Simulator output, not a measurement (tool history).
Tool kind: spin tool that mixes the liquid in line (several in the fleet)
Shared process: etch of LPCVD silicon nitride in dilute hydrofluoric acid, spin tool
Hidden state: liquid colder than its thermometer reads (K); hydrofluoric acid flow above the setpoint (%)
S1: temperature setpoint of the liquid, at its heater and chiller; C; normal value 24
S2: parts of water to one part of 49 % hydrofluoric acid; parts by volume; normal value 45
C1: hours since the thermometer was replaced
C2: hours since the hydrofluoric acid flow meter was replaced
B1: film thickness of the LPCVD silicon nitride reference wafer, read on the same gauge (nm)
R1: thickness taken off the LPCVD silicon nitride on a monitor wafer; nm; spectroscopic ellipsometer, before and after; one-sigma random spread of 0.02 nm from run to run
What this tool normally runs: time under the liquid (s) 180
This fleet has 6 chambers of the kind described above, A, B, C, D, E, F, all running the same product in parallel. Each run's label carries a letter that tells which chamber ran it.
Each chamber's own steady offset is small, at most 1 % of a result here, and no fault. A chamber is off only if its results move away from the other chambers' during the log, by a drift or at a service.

Run 1A, hour 4.3: usual settings; C1 536.4; C2 762.3; B1 70.001. Result: R1 1.9742 nm.
Run 2D, hour 10: usual settings; C1 1089.9; C2 860.1; B1 69.943. Result: R1 2.023 nm.
Run 3F, hour 13.7: usual settings; C1 578.5; C2 65.4; B1 69.995. Result: R1 1.9957 nm.
Run 4E, hour 17.5: usual settings; C1 424.7; C2 438.4; B1 70.038. Result: R1 2.0329 nm.
Run 5C, hour 22: usual settings; C1 1777.4; C2 1118.2; B1 69.991. Result: R1 2.0253 nm.
Run 6B, hour 26.3: usual settings; C1 1385.4; C2 188.1; B1 70.015. Result: R1 2.0078 nm.
Run 7A, hour 30.9: usual settings; C1 563; C2 788.9; B1 69.997. Result: R1 1.982 nm.
Run 8F, hour 33.5: usual settings; C1 598.3; C2 85.2; B1 70.002. Result: R1 1.9999 nm.
Run 9B, hour 36: usual settings; C1 1395.1; C2 197.8; B1 69.959. Result: R1 1.9761 nm.
Run 10E, hour 41.5: usual settings; C1 448.7; C2 462.4; B1 69.934. Result: R1 1.9602 nm.
Run 11C, hour 46.4: usual settings; C1 1801.8; C2 1142.6; B1 69.993. Result: R1 1.9906 nm.
Run 12D, hour 49.2: usual settings but S1 28.5 C; C1 1129.1; C2 899.3; B1 70.043. Result: R1 2.6848 nm.
Run 13F, hour 52.5: usual settings but S1 28.5 C; C1 617.3; C2 104.2; B1 70.002. Result: R1 2.691 nm.
Run 14D, hour 56.6: usual settings but S1 28.5 C; C1 1136.5; C2 906.7; B1 70.016. Result: R1 2.7098 nm.
Run 15B, hour 60.1: usual settings but S1 28.5 C; C1 1419.2; C2 221.9; B1 69.983. Result: R1 2.6839 nm.
Run 16C, hour 62.9: usual settings but S1 28.5 C; C1 1818.3; C2 1159.1; B1 70.037. Result: R1 2.7581 nm.
Run 17A, hour 67.6: usual settings but S1 28.5 C; C1 599.7; C2 825.6; B1 70.045. Result: R1 2.6889 nm.
Run 18E, hour 70.6: usual settings; C1 477.8; C2 491.5; B1 69.97. Result: R1 1.9922 nm.
Run 19C, hour 76.1: usual settings; C1 1831.5; C2 1172.3; B1 69.959. Result: R1 2.0173 nm.
Run 20D, hour 81.3: usual settings; C1 1161.2; C2 931.4; B1 70.011. Result: R1 2.0307 nm.
Run 21B, hour 86.1: usual settings; C1 1445.2; C2 247.9; B1 70.032. Result: R1 2.0294 nm.
Run 22F, hour 90.7: usual settings; C1 655.5; C2 142.4; B1 69.973. Result: R1 2.009 nm.
Run 23E, hour 96: usual settings; C1 503.2; C2 516.9; B1 69.989. Result: R1 1.993 nm.
Run 24A, hour 101.3: usual settings; C1 633.4; C2 859.3; B1 69.986. Result: R1 1.9934 nm.
Run 25D, hour 106.5: usual settings; C1 1186.4; C2 956.6; B1 69.999. Result: R1 2.0197 nm.
Run 26F, hour 112: usual settings; C1 676.8; C2 163.7; B1 70.034. Result: R1 1.9498 nm.
Run 27E, hour 117.5: usual settings; C1 524.7; C2 538.4; B1 69.978. Result: R1 1.9975 nm.
Run 28A, hour 121.7: usual settings; C1 653.8; C2 879.7; B1 69.996. Result: R1 1.9939 nm.
Run 29B, hour 124.4: usual settings; C1 1483.5; C2 286.2; B1 70. Result: R1 2.0183 nm.
Run 30C, hour 128.6: usual settings; C1 1884; C2 1224.8; B1 69.954. Result: R1 2.0079 nm.
Run 31F, hour 131.4: usual settings; C1 696.2; C2 183.1; B1 70.031. Result: R1 1.9967 nm.
Run 32E, hour 136.1: usual settings; C1 543.3; C2 557; B1 69.974. Result: R1 1.9807 nm.
Run 33B, hour 140.9: usual settings but S1 25.5 C, time under the liquid (s) 225; C1 1500; C2 302.7; B1 70.018. Result: R1 2.7636 nm.
Run 34A, hour 146.4: usual settings but S1 25.5 C, time under the liquid (s) 225; C1 678.5; C2 904.4; B1 70.038. Result: R1 2.759 nm.
Run 35D, hour 149: usual settings but S1 25.5 C, time under the liquid (s) 225; C1 1228.9; C2 999.1; B1 70.056. Result: R1 2.7774 nm.
Run 36C, hour 151.7: usual settings but S1 25.5 C, time under the liquid (s) 225; C1 1907.1; C2 1247.9; B1 69.997. Result: R1 2.7858 nm.

One chamber off, gauge drift, or nothing amiss beyond the chambers' own small offsets? If it is a chamber, which one, and what is the likeliest cause?

Neither any chamber nor the gauge drifts; the chambers differ only by their own small, steady offsets.

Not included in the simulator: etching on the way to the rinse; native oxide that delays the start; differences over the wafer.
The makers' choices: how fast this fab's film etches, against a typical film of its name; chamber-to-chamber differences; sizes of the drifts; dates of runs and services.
